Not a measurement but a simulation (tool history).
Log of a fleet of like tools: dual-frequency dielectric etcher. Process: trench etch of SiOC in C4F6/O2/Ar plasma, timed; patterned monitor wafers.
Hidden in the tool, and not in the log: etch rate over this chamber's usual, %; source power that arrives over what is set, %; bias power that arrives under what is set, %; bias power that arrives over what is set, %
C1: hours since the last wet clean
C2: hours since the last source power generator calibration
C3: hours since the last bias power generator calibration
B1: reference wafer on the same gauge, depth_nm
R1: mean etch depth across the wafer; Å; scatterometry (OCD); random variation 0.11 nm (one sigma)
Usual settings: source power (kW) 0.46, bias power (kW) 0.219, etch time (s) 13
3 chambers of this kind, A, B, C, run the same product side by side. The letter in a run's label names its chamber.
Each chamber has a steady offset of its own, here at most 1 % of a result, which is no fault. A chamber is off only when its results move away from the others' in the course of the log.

Run 1A, hour 7.2: usual settings; C1 175.3; C2 2266.1; C3 466.1; B1 32.184. Result: R1 301.33 Å.
Run 2C, hour 14.9: usual settings; C1 311.9; C2 3343; C3 1561.9; B1 32.232. Result: R1 302.93 Å.
Run 3B, hour 20.4: usual settings; C1 177.7; C2 558.2; C3 1693.9; B1 32.193. Result: R1 301.85 Å.
Run 4B, hour 27.4: usual settings; C1 184.7; C2 565.2; C3 1700.9; B1 32.214. Result: R1 302.54 Å.
Run 5A, hour 36.4: usual settings; C1 204.5; C2 2295.3; C3 495.3; B1 32.167. Result: R1 302.64 Å.
Run 6C, hour 40.9: usual settings; C1 337.9; C2 3369; C3 1587.9; B1 32.18. Result: R1 302.93 Å.
Run 7A, hour 46: usual settings; C1 214.1; C2 2304.9; C3 504.9; B1 32.166. Result: R1 301.72 Å.
Run 8B, hour 52.3: usual settings but source power (kW) 0.58, etch time (s) 9.5; C1 209.6; C2 590.1; C3 1725.8; B1 32.224. Result: R1 239.08 Å.
Run 9C, hour 58.9: usual settings but source power (kW) 0.58, etch time (s) 9.5; C1 355.9; C2 3387; C3 1605.9; B1 32.203. Result: R1 243.25 Å.
Run 10B, hour 64.3: usual settings but source power (kW) 0.58, etch time (s) 9.5; C1 221.6; C2 602.1; C3 1737.8; B1 32.201. Result: R1 241.34 Å.
Run 11C, hour 70.4: usual settings; C1 367.4; C2 3398.5; C3 1617.4; B1 32.211. Result: R1 303.81 Å.
Run 12A, hour 77.6: usual settings; C1 245.7; C2 2336.5; C3 536.5; B1 32.183. Result: R1 303.13 Å.
Run 13A, hour 82.8: usual settings; C1 250.9; C2 2341.7; C3 541.7; B1 32.22. Result: R1 301.49 Å.
Run 14C, hour 90.6: usual settings; C1 387.6; C2 3418.7; C3 1637.6; B1 32.174. Result: R1 303.07 Å.
At hour 94.7: chamber C: wet clean of the chamber.
Run 15B, hour 95.9: usual settings; C1 253.2; C2 633.7; C3 1769.4; B1 32.199. Result: R1 302.17 Å.
Run 16B, hour 102.7: usual settings; C1 260; C2 640.5; C3 1776.2; B1 32.243. Result: R1 301.44 Å.
Run 17A, hour 111.4: usual settings; C1 279.5; C2 2370.3; C3 570.3; B1 32.226. Result: R1 302.48 Å.
Run 18C, hour 117.1: usual settings; C1 22.4; C2 3445.2; C3 1664.1; B1 32.187. Result: R1 311.43 Å.
Run 19C, hour 125.3: usual settings; C1 30.6; C2 3453.4; C3 1672.3; B1 32.182. Result: R1 311.35 Å.
Run 20A, hour 130.8: usual settings; C1 298.9; C2 2389.7; C3 589.7; B1 32.198. Result: R1 302.31 Å.
Run 21B, hour 136.8: usual settings; C1 294.1; C2 674.6; C3 1810.3; B1 32.158. Result: R1 302.47 Å.
Run 22A, hour 141.1: usual settings; C1 309.2; C2 2400; C3 600; B1 32.174. Result: R1 303.2 Å.
Run 23C, hour 146.6: usual settings; C1 51.9; C2 3474.7; C3 1693.6; B1 32.209. Result: R1 312.24 Å.
Run 24B, hour 151.7: usual settings but bias power (kW) 0.244; C1 309; C2 689.5; C3 1825.2; B1 32.201. Result: R1 312.73 Å.
Run 25A, hour 156: usual settings but bias power (kW) 0.244; C1 324.1; C2 2414.9; C3 614.9; B1 32.226. Result: R1 314.51 Å.
Run 26B, hour 163.7: usual settings but bias power (kW) 0.244; C1 321; C2 701.5; C3 1837.2; B1 32.192. Result: R1 313.08 Å.

What goes on in this fleet: one chamber off, a drifting gauge, or nothing beyond the chambers' own small offsets? Name the chamber and the cause, if any.

A service left chamber C off against the others.
Cause: etch rate over this chamber's usual, % = 3.15.

Here are 4 candidates for chamber C's next run, each the usual settings with a change, their results left as question marks. Which one brings its results back in line with what the others give on the usual settings?
In line means no further than this from the other chambers' mean on the usual settings: R1 3.8 Å
Run 27C-1, hour 170.2: usual settings but bias power (kW) 0.226. Result: R1 ?.
Run 27C-2, hour 170.2: usual settings but etch time (s) 13.5. Result: R1 ?.
Run 27C-3, hour 170.2: usual settings but source power (kW) 0.44, bias power (kW) 0.21. Result: R1 ?.
Run 27C-4, hour 170.2: usual settings but bias power (kW) 0.212. Result: R1 ?.

The other chambers' mean on the usual settings: R1 301.88 Å
  run      R1
27C-1  315.62
27C-2  324.45
27C-3  302.94
27C-4   309.2
27C-3 brings the chamber back in line.
